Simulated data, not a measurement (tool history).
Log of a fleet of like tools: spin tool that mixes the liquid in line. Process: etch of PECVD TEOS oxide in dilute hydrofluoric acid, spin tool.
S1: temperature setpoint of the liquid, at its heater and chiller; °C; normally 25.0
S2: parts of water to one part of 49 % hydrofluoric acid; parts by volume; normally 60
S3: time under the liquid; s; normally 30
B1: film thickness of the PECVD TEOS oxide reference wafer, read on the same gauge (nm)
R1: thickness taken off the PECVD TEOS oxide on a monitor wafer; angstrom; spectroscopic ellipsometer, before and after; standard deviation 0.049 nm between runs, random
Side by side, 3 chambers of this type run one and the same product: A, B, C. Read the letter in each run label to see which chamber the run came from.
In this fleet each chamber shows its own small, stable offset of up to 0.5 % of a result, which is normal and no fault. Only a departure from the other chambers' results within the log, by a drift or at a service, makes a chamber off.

{"run": "1B", "hour": 12.4, "S1": 25.0, "S2": 60, "S3": 30, "B1": 99.995, "R1": 96.032}
{"run": "2A", "hour": 22.9, "S1": 25.0, "S2": 60, "S3": 30, "B1": 100.03, "R1": 96.284}
{"run": "3C", "hour": 32.6, "S1": 25.0, "S2": 60, "S3": 30, "B1": 100.0, "R1": 97.02}
{"run": "4C", "hour": 39.8, "S1": 25.0, "S2": 60, "S3": 30, "B1": 99.984, "R1": 97.166}
{"run": "5A", "hour": 48.7, "S1": 25.0, "S2": 60, "S3": 30, "B1": 99.975, "R1": 96.228}
{"run": "6B", "hour": 56.1, "S1": 25.0, "S2": 60, "S3": 30, "B1": 100.01, "R1": 97.129}
{"run": "7C", "hour": 64.9, "S1": 25.0, "S2": 60, "S3": 30, "B1": 99.998, "R1": 97.111}
{"run": "8A", "hour": 71.4, "S1": 25.0, "S2": 60, "S3": 30, "B1": 100.02, "R1": 95.418}
{"run": "9B", "hour": 83.9, "S1": 25.0, "S2": 60, "S3": 30, "B1": 99.98, "R1": 97.042}
{"run": "10A", "hour": 91.6, "S1": 25.0, "S2": 60, "S3": 30, "B1": 99.98, "R1": 95.14}
{"run": "11C", "hour": 98.3, "S1": 25.0, "S2": 60, "S3": 30, "B1": 100.01, "R1": 97.017}
{"run": "12B", "hour": 105.4, "S1": 25.0, "S2": 60, "S3": 30, "B1": 99.987, "R1": 97.692}
{"run": "13B", "hour": 116.1, "S1": 25.0, "S2": 60, "S3": 30, "B1": 99.996, "R1": 96.982}
{"run": "14A", "hour": 127.0, "S1": 25.0, "S2": 60, "S3": 30, "B1": 100.01, "R1": 95.926}
{"run": "15C", "hour": 138.3, "S1": 28.5, "S2": 60, "S3": 45, "B1": 100.02, "R1": 165.83}
{"run": "16B", "hour": 144.5, "S1": 28.5, "S2": 60, "S3": 45, "B1": 100.0, "R1": 170.52}
{"run": "17A", "hour": 156.0, "S1": 28.5, "S2": 60, "S3": 45, "B1": 100.01, "R1": 165.48}
{"run": "18C", "hour": 162.6, "S1": 25.0, "S2": 80, "S3": 45, "B1": 100.01, "R1": 105.05}
{"run": "19B", "hour": 173.3, "S1": 25.0, "S2": 80, "S3": 45, "B1": 99.97, "R1": 108.62}
{"run": "20A", "hour": 184.5, "S1": 25.0, "S2": 80, "S3": 45, "B1": 100.01, "R1": 104.82}
{"run": "21C", "hour": 194.7, "S1": 25.0, "S2": 60, "S3": 30, "B1": 99.998, "R1": 96.492}
{"run": "22C", "hour": 201.5, "S1": 25.0, "S2": 60, "S3": 30, "B1": 100.02, "R1": 97.0}
{"run": "23A", "hour": 208.3, "S1": 25.0, "S2": 60, "S3": 30, "B1": 99.975, "R1": 96.19}
{"run": "24B", "hour": 215.1, "S1": 25.0, "S2": 60, "S3": 30, "B1": 99.995, "R1": 100.22}
{"run": "25A", "hour": 226.6, "S1": 25.0, "S2": 60, "S3": 30, "B1": 99.992, "R1": 95.223}
{"run": "26C", "hour": 239.0, "S1": 25.0, "S2": 60, "S3": 30, "B1": 100.02, "R1": 96.327}
{"run": "27B", "hour": 251.4, "S1": 25.0, "S2": 60, "S3": 30, "B1": 100.03, "R1": 101.54}
{"run": "28B", "hour": 257.3, "S1": 25.0, "S2": 60, "S3": 30, "B1": 99.998, "R1": 103.1}
{"run": "29A", "hour": 266.7, "S1": 25.0, "S2": 60, "S3": 20, "B1": 99.997, "R1": 64.519}
{"run": "30C", "hour": 278.9, "S1": 25.0, "S2": 60, "S3": 20, "B1": 99.983, "R1": 64.686}
{"run": "31C", "hour": 289.3, "S1": 25.0, "S2": 60, "S3": 20, "B1": 99.976, "R1": 64.585}
{"run": "32A", "hour": 295.9, "S1": 25.0, "S2": 60, "S3": 30, "B1": 100.0, "R1": 95.682}
{"run": "33B", "hour": 302.5, "S1": 25.0, "S2": 45, "S3": 30, "B1": 100.01, "R1": 141.09}

What goes on in this fleet: one chamber off, a drifting gauge, or nothing beyond the chambers' own small offsets? Name the chamber and the cause, if any.

One chamber, B, drifts off from the rest bit by bit.
Most likely cause: liquid hotter than its thermometer reads (K) = 1.85.
The log may not tell that from: hydrofluoric acid flow above the setpoint (%).

Here are 4 candidates for chamber B's next run, each the usual settings with a change, their results left as question marks. Which one brings its results back in line with what the others give on the usual settings?
In line here means within this much of the mean the other chambers give on the usual settings: R1 1.700 angstrom
{"run": "34B-1", "hour": 311.4, "S1": 21.0, "S2": 60, "S3": 30, "R1": "?"}
{"run": "34B-2", "hour": 311.4, "S1": 25.0, "S2": 65, "S3": 30, "R1": "?"}
{"run": "34B-3", "hour": 311.4, "S1": 27.0, "S2": 60, "S3": 30, "R1": "?"}
{"run": "34B-4", "hour": 311.4, "S1": 25.0, "S2": 60, "S3": 35, "R1": "?"}

Other chambers, usual settings, mean: R1 96.340 angstrom
run=34B-1 R1=88.539
run=34B-2 R1=95.816
run=34B-3 R1=113.120
run=34B-4 R1=121.790
With 34B-2, the chamber falls back in line with the rest.
